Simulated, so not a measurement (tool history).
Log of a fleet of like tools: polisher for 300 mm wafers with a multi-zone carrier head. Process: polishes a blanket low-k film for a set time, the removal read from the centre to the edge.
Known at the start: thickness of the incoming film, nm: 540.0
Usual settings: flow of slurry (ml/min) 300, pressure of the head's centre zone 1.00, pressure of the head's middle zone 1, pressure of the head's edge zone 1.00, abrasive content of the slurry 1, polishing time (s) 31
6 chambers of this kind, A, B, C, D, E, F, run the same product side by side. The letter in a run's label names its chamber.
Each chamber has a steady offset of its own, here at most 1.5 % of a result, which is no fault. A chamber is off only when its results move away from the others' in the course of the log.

run   hour  flow of slurry (ml/min)  pressure of the head's centre zone  pressure of the head's middle zone  pressure of the head's edge zone  abrasive content of the slurry  polishing time (s)  film removed at the wafer's centre (Å)  film removed at mid-radius (Å)  film removed at the wafer's edge (Å)
       4.4  -- chamber B: worn pad replaced by a new one
 1D   11.6                      300                                1.00                                   1                              1.00                               1                  31                                 112.620                         113.810                               113.290
      13.6  -- chamber E: slurry nozzle cleaned
 2B   19.9                      300                                1.00                                   1                              1.00                               1                  31                                 113.930                         113.940                               113.820
      27.5  -- chamber C: worn pad replaced by a new one
 3C   30.1                      300                                1.00                                   1                              1.00                               1                  31                                 113.910                         114.440                               110.800
 4E   39.8                      300                                1.00                                   1                              1.00                               1                  31                                 114.420                         115.340                               113.690
      43.1  -- chamber A: worn pad replaced by a new one
      45.5  -- chamber D: worn pad replaced by a new one
 5A   49.1                      300                                1.00                                   1                              1.00                               1                  31                                 114.890                         113.370                               114.040
 6F   58.2                      300                                1.00                                   1                              1.00                               1                  31                                 114.490                         115.590                               113.350
      64.6  -- chamber E: worn pad replaced by a new one
 7B   66.8                      300                                1.00                                   1                              1.00                               1                  31                                 112.510                         113.130                               114.140
 8A   79.5                      300                                1.00                                   1                              1.00                               1                  31                                 115.960                         115.520                               111.510
      84.4  -- chamber B: worn pad replaced by a new one
 9F   86.9                      300                                1.00                                   1                              1.00                               1                  31                                 111.830                         113.470                               112.070
10C   94.6                      300                                1.00                                   1                              1.00                               1                  31                                 113.500                         114.030                               112.210
      98.9  -- chamber C: slurry nozzle cleaned
     102.9  -- chamber B: slurry nozzle cleaned
11D  107.9                      300                                0.96                                   1                              1.06                               1                  31                                 106.890                         113.730                               118.790
12E  118.6                      300                                0.96                                   1                              1.06                               1                  31                                 107.950                         118.020                               119.460
     122.6  -- chamber D: worn pad replaced by a new one
     128.6  -- chamber A: worn pad replaced by a new one
13B  128.6                      300                                0.96                                   1                              1.06                               1                  31                                 106.830                         115.020                               116.090
     136.5  -- chamber C: worn pad replaced by a new one
14E  139.9                      300                                0.96                                   1                              1.06                               1                  31                                 110.230                         116.050                               116.770
15D  149.1                      300                                0.96                                   1                              1.06                               1                  31                                 109.290                         116.730                               118.600
16F  159.8                      300                                0.96                                   1                              1.06                               1                  31                                 107.770                         114.760                               117.230
     163.8  -- chamber E: worn pad replaced by a new one
     168.7  -- chamber B: worn pad replaced by a new one
17A  171.5                      300                                1.00                                   1                              1.00                               1                  31                                 113.880                         112.980                               113.750
     176.1  -- chamber D: slurry nozzle cleaned
18C  183.1                      300                                1.00                                   1                              1.00                               1                  31                                 112.980                         114.830                               114.980
19B  192.2                      300                                1.00                                   1                              1.11                               1                  25                                  90.719                          91.868                                95.822
20A  202.1                      300                                1.00                                   1                              1.11                               1                  25                                  92.462                          91.570                                96.789
21D  211.9                      300                                1.00                                   1                              1.11                               1                  25                                  89.937                          92.669                                98.065
     213.9  -- chamber D: worn pad replaced by a new one
     217.2  -- chamber A: worn pad replaced by a new one
22E  224.6                      300                                1.00                                   1                              1.11                               1                  25                                  91.967                          92.838                                95.491
     229.0  -- chamber C: edge zone pressure recalibrated
     232.7  -- chamber A: centre zone pressure recalibrated
23C  235.1                      300                                1.00                                   1                              1.11                               1                  25                                  93.267                          92.463                                94.484
24F  242.7                      300                                1.00                                   1                              1.11                               1                  25                                  86.183                          87.144                                91.527
     249.9  -- chamber B: worn pad replaced by a new one
     250.4  -- chamber C: worn pad replaced by a new one
25C  256.6                      300                                1.00                                   1                              1.00                               1                  31                                 113.320                         116.090                               111.850
     257.7  -- chamber E: worn pad replaced by a new one
26E  268.0                      300                                1.00                                   1                              1.00                               1                  31                                 113.660                         116.460                               113.490
27B  278.5                      300                                1.00                                   1                              1.00                               1                  31                                 111.320                         114.490                               109.870
28A  287.0                      300                                1.00                                   1                              1.00                               1                  31                                 114.480                         111.740                               115.410
     296.3  -- chamber F: slurry nozzle cleaned
     296.4  -- chamber E: edge zone pressure recalibrated
29F  300.0                      300                                1.00                                   1                              1.00                               1                  31                                 103.550                         106.410                               103.760
     301.9  -- chamber A: worn pad replaced by a new one
     306.8  -- chamber D: worn pad replaced by a new one
     312.3  -- chamber D: edge zone pressure recalibrated
30D  314.5                      300                                1.00                                   1                              1.00                               1                  31                                 112.590                         112.280                               113.610
     322.5  -- chamber B: centre zone pressure recalibrated
31F  323.4                      300                                1.00                                   1                              1.00                               1                  31                                 104.300                         103.180                               104.340
     329.3  -- chamber B: worn pad replaced by a new one
32A  331.4                      300                                1.00                                   1                              1.00                               1                  31                                 113.510                         111.540                               114.550
33E  344.6                      300                                1.00                                   1                              1.00                               1                  31                                 115.310                         113.980                               112.460
34C  358.9                      300                                1.00                                   1                              1.00                               1                  31                                 114.820                         114.440                               112.500
35B  366.2                      300                                1.00                                   1                              1.00                               1                  31                                 114.420                         112.750                               112.950
     368.9  -- chamber D: slurry nozzle cleaned
36D  373.4                      300                                1.00                                   1                              1.00                               1                  31                                 111.410                         114.190                               113.590

All 6 chambers run these settings next. Forecast each chamber's results:
37A  384.0                      300                                1.00                                   1                              1.00                               1                  31                                       ?                               ?                                     ?
37B  384.0                      300                                1.00                                   1                              1.00                               1                  31                                       ?                               ?                                     ?
37C  384.0                      300                                1.00                                   1                              1.00                               1                  31                                       ?                               ?                                     ?
37D  384.0                      300                                1.00                                   1                              1.00                               1                  31                                       ?                               ?                                     ?
37E  384.0                      300                                1.00                                   1                              1.00                               1                  31                                       ?                               ?                                     ?
37F  384.0                      300                                1.00                                   1                              1.00                               1                  31                                       ?                               ?                                     ?

run  film removed at the wafer's centre (Å)  film removed at mid-radius (Å)  film removed at the wafer's edge (Å)
37A                                 114.350                         112.610                               112.940
37B                                 115.110                         111.860                               112.530
37C                                 115.470                         116.830                               116.460
37D                                 114.290                         115.280                               117.390
37E                                 113.320                         115.070                               114.750
37F                                 100.880                          99.522                                99.534

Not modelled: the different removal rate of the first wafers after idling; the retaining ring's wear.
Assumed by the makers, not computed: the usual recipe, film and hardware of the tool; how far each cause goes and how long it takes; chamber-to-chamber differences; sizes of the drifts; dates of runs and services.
